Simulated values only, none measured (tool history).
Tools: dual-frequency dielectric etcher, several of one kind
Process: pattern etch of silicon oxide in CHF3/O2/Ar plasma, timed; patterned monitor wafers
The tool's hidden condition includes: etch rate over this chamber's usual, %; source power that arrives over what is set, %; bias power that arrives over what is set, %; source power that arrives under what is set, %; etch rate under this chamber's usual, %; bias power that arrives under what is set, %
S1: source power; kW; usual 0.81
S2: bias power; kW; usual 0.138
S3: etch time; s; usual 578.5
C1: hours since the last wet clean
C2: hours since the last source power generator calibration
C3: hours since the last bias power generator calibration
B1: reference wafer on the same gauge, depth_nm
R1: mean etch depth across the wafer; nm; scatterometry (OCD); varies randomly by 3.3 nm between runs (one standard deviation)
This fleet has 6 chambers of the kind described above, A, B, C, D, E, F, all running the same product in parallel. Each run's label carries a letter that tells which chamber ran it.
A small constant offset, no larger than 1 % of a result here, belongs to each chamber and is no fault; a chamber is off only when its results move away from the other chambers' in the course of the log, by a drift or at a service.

run,day,S1,S2,S3,C1,C2,C3,B1,R1
1D,0.329,0.81,0.138,578.5,228.1,3742.4,46.1,1100.7,1171.6
2E,0.633,0.81,0.138,578.5,405.2,3599.9,242.3,1100.8,1175.2
3F,1.158,0.81,0.138,578.5,164.6,1943.8,948.9,1100.1,1177.1
4A,1.579,0.81,0.138,578.5,117.5,1337.1,774.5,1100.8,1188
5C,1.883,0.91,0.138,578.5,436,115,3606.7,1100.7,1232.2
6B,2.217,0.91,0.138,578.5,459.9,461.3,1251.9,1100.4,1233.9
7D,2.638,0.91,0.138,578.5,283.5,3797.8,101.5,1100.4,1229.2
8A,3.117,0.91,0.138,578.5,154.4,1374,811.4,1099.7,1243.8
9E,3.633,0.91,0.138,578.5,477.2,3671.9,314.3,1100,1230.5
10C,4.079,0.91,0.138,578.5,488.7,167.7,3659.4,1099.9,1236.8
# day 4.479: chamber B: wet clean of the chamber
11F,4.496,0.81,0.138,578.5,244.7,2023.9,1029,1099.8,1172.2
12B,4.95,0.81,0.138,578.5,11.3,526.9,1317.5,1100.2,1189
13C,5.442,0.81,0.138,736,521.4,200.4,3692.1,1100.3,1500.8
# day 5.808: chamber C: bias power generator calibrated
# day 5.846: chamber E: wet clean of the chamber
14A,5.917,0.81,0.138,736,221.6,1441.2,878.6,1100.2,1515.9
# day 6.171: chamber C: wet clean of the chamber
15D,6.367,0.81,0.138,736,373,3887.3,191,1100.1,1486.9
16E,6.908,0.81,0.138,736,25.5,3750.5,392.9,1100.1,1507.8
17F,7.3,0.81,0.138,736,312,2091.2,1096.3,1099.6,1498.1
18B,7.775,0.81,0.138,736,79.1,594.7,1385.3,1099.9,1509.5
# day 8.133: chamber D: wet clean of the chamber
19B,8.254,0.81,0.138,578.5,90.6,606.2,1396.8,1099.8,1179.9
20A,8.688,0.81,0.138,578.5,288.1,1507.7,945.1,1099.1,1185.3
21E,9.175,0.81,0.138,578.5,79.9,3804.9,447.3,1099.8,1178.5
22D,9.492,0.81,0.138,578.5,32.7,3962.3,266,1099.7,1144.6
23C,10.033,0.81,0.138,578.5,92.8,310.6,101.5,1099.9,1178.1
24F,10.342,0.81,0.138,578.5,385,2164.2,1169.3,1099.8,1176.4
25C,10.712,0.81,0.138,578.5,109.1,326.9,117.8,1099.3,1181.1
26D,10.992,0.81,0.138,578.5,68.7,3998.3,302,1100.4,1153.2
27E,11.35,0.81,0.138,578.5,132.1,3857.1,499.5,1100.3,1173.2
28B,11.696,0.81,0.138,578.5,173.2,688.8,1479.4,1101,1186.9
29A,12.25,0.81,0.138,578.5,373.6,1593.2,1030.6,1099.9,1188.3
30F,12.762,0.81,0.138,578.5,443.1,2222.3,1227.4,1099.2,1179.3
31E,13.225,0.81,0.138,578.5,177.1,3902.1,544.5,1100.7,1181.2
32B,13.567,0.81,0.138,433.5,218.1,733.7,1524.3,1099.8,886.21
33A,13.829,0.81,0.138,433.5,411.5,1631.1,1068.5,1099.6,889.44
34D,14.367,0.81,0.138,433.5,149.7,4079.3,383,1100.4,860.77
35C,14.783,0.81,0.138,433.5,206.8,424.6,215.5,1100.1,885.56
# day 14.867: chamber F: wet clean of the chamber
36F,15.188,0.81,0.138,433.5,7.8,2280.5,1285.6,1099.6,877.88
37B,15.562,0.81,0.138,433.5,266,781.6,1572.2,1099.8,885.63
# day 15.846: chamber A: wet clean of the chamber
38A,15.946,0.81,0.138,578.5,2.4,1681.9,1119.3,1100.2,1191.4
39F,16.392,0.81,0.138,578.5,36.7,2309.4,1314.5,1100.8,1173.2
40D,16.667,0.81,0.138,578.5,204.9,4134.5,438.2,1099.3,1142.8

Next, all 6 chambers run the settings below, one line each with question marks for the results. What does each chamber give?
41A,17.079,0.81,0.138,578.5,,,,,?
41B,17.079,0.81,0.138,578.5,,,,,?
41C,17.079,0.81,0.138,578.5,,,,,?
41D,17.079,0.81,0.138,578.5,,,,,?
41E,17.079,0.81,0.138,578.5,,,,,?
41F,17.079,0.81,0.138,578.5,,,,,?

run,R1
41A,1189.8
41B,1184.8
41C,1177.7
41D,1146.6
41E,1179.2
41F,1180.6

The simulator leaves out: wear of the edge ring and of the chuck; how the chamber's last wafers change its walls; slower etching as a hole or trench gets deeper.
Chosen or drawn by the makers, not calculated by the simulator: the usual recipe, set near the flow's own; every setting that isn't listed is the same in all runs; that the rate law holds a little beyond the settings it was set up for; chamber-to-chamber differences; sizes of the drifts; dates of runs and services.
